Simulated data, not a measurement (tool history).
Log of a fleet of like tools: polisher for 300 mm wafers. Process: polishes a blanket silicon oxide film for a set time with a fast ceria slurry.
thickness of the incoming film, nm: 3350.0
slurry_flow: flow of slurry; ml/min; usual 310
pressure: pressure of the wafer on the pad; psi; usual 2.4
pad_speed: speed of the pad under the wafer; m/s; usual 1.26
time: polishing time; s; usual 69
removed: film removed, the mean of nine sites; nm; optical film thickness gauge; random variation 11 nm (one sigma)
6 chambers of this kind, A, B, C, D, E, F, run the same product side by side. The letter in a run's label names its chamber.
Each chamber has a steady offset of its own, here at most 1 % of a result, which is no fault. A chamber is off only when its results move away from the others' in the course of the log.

run	hour	slurry_flow	pressure	pad_speed	time	wafers polished on this pad	hours since the slurry nozzle was cleaned	hours since the head pressure was calibrated	removed
1C	6.6	310	2.4	1.26	69	330	478.7	395.4	1156.10
2E	12.7	310	2.4	1.26	69	468	226.1	149.9	1167.10
3B	22.4	310	2.4	1.26	69	704	518.1	35.5	1152.10
# hour 23.5: chamber E: worn pad replaced by a new one
4D	30.1	310	2.4	1.26	69	406	441.0	1157.1	1164.30
# hour 32.8: chamber B: worn pad replaced by a new one
# hour 35.6: chamber F: worn pad replaced by a new one
5F	39.6	310	2.4	1.26	69	32	436.2	256.1	1156.80
6A	46.8	310	2.4	1.26	69	549	127.7	203.3	1161.30
7E	54.3	310	2.4	1.26	69	243	267.7	191.5	1147.30
8D	63.6	310	2.4	1.26	69	671	474.5	1190.6	1169.60
9F	69.3	310	2.4	1.26	48	267	465.9	285.8	797.74
10A	75.3	310	2.4	1.26	48	775	156.2	231.8	802.90
11C	82.1	310	2.4	1.26	48	928	554.2	470.9	799.57
# hour 84.2: chamber E: worn pad replaced by a new one
12B	88.0	310	2.4	1.26	48	437	583.7	101.1	815.23
# hour 90.7: chamber D: slurry nozzle cleaned
13C	95.6	310	2.4	1.26	48	1034	567.7	484.4	796.15
14D	104.0	310	2.4	1.26	48	991	13.3	1231.0	801.25
15E	112.3	310	2.4	1.26	69	223	325.7	249.5	1146.50
# hour 115.3: chamber C: worn pad replaced by a new one
16B	120.1	310	2.4	1.26	69	691	615.8	133.2	1173.60
17A	124.7	310	2.4	1.26	69	1165	205.6	281.2	1164.90
18F	130.4	310	2.4	1.26	69	750	527.0	346.9	1136.00
19E	134.8	310	2.4	1.26	69	401	348.2	272.0	1154.70
20A	139.3	310	2.4	1.26	69	1281	220.2	295.8	1154.10
# hour 143.0: chamber F: worn pad replaced by a new one
# hour 143.7: chamber A: slurry nozzle cleaned
21F	144.3	310	2.4	1.26	69	10	540.9	360.8	1126.90
22D	152.0	310	2.4	1.26	69	1370	61.3	1279.0	1162.40
# hour 154.2: chamber B: worn pad replaced by a new one
23C	156.8	310	2.4	1.26	69	328	628.9	545.6	1160.70
# hour 159.3: chamber E: worn pad replaced by a new one
# hour 160.6: chamber A: worn pad replaced by a new one
24B	161.6	310	2.4	1.26	69	59	657.3	174.7	1146.90
25D	167.9	310	2.4	1.26	69	1496	77.2	1294.9	1133.80
26F	172.5	310	3.1	1.50	69	233	569.1	389.0	1775.30
27C	180.1	310	3.1	1.50	69	513	652.2	568.9	1748.00
28B	187.2	310	3.1	1.50	69	261	682.9	200.3	1796.00
29A	195.5	310	3.1	1.50	69	276	51.8	352.0	1733.40
30E	203.3	310	3.1	1.50	69	348	416.7	340.5	1791.30
# hour 208.9: chamber D: head pressure recalibrated
31F	213.0	310	3.1	1.50	69	554	609.6	429.5	1758.70
32B	218.1	310	1.7	1.26	69	506	713.8	231.2	824.56
# hour 227.7: chamber E: worn pad replaced by a new one
33C	228.0	310	1.7	1.26	69	892	700.1	616.8	812.12
34D	233.1	310	1.7	1.26	69	2012	142.4	24.3	793.32
35A	239.2	310	1.7	1.26	69	622	95.5	395.7	808.95
# hour 242.8: chamber F: worn pad replaced by a new one
36E	247.6	310	1.7	1.26	69	157	461.0	384.8	820.28
# hour 250.6: chamber C: worn pad replaced by a new one
37C	257.2	310	1.7	1.26	69	52	729.3	646.0	803.57
# hour 262.1: chamber C: slurry nozzle cleaned
38F	263.3	310	2.4	1.26	69	162	659.9	479.8	1139.80
# hour 269.1: chamber B: worn pad replaced by a new one
39B	270.3	310	2.4	1.26	69	10	766.0	283.4	1167.50
40D	277.8	310	2.4	1.26	69	2366	187.1	69.0	1056.90
41A	282.6	310	2.4	1.26	69	965	138.9	439.1	1138.00
# hour 288.8: chamber E: worn pad replaced by a new one
42E	289.5	360	2.4	0.94	69	5	502.9	426.7	869.98
43A	296.0	360	2.4	0.94	69	1072	152.3	452.5	872.76
44C	300.8	360	2.4	0.94	69	397	38.8	689.6	886.61

Is one chamber off against the others, does the gauge drift, or is nothing wrong? If a chamber is off, say which, and what the likeliest cause is.

Chamber D drifts away from the others.
Cause: removal rate lost through wear of the pad, % = 9.56.

Here are 4 candidates for chamber D's next run, each the usual settings with a change, their results left as question marks. Which one brings its results back in line with what the others give on the usual settings?
In line means no further than this from the other chambers' mean on the usual settings: removed 39.00 nm
45D-1	307.9	310	2.4	1.32	72				?
45D-2	307.9	310	2.3	1.22	67				?
45D-3	307.9	310	2.4	1.26	71				?
45D-4	307.9	255	2.4	1.26	69				?

The other chambers' mean on the usual settings: removed 1154.70 nm
run	removed
45D-1	1152.90
45D-2	950.29
45D-3	1084.80
45D-4	1034.50
45D-1 brings the chamber back in line.

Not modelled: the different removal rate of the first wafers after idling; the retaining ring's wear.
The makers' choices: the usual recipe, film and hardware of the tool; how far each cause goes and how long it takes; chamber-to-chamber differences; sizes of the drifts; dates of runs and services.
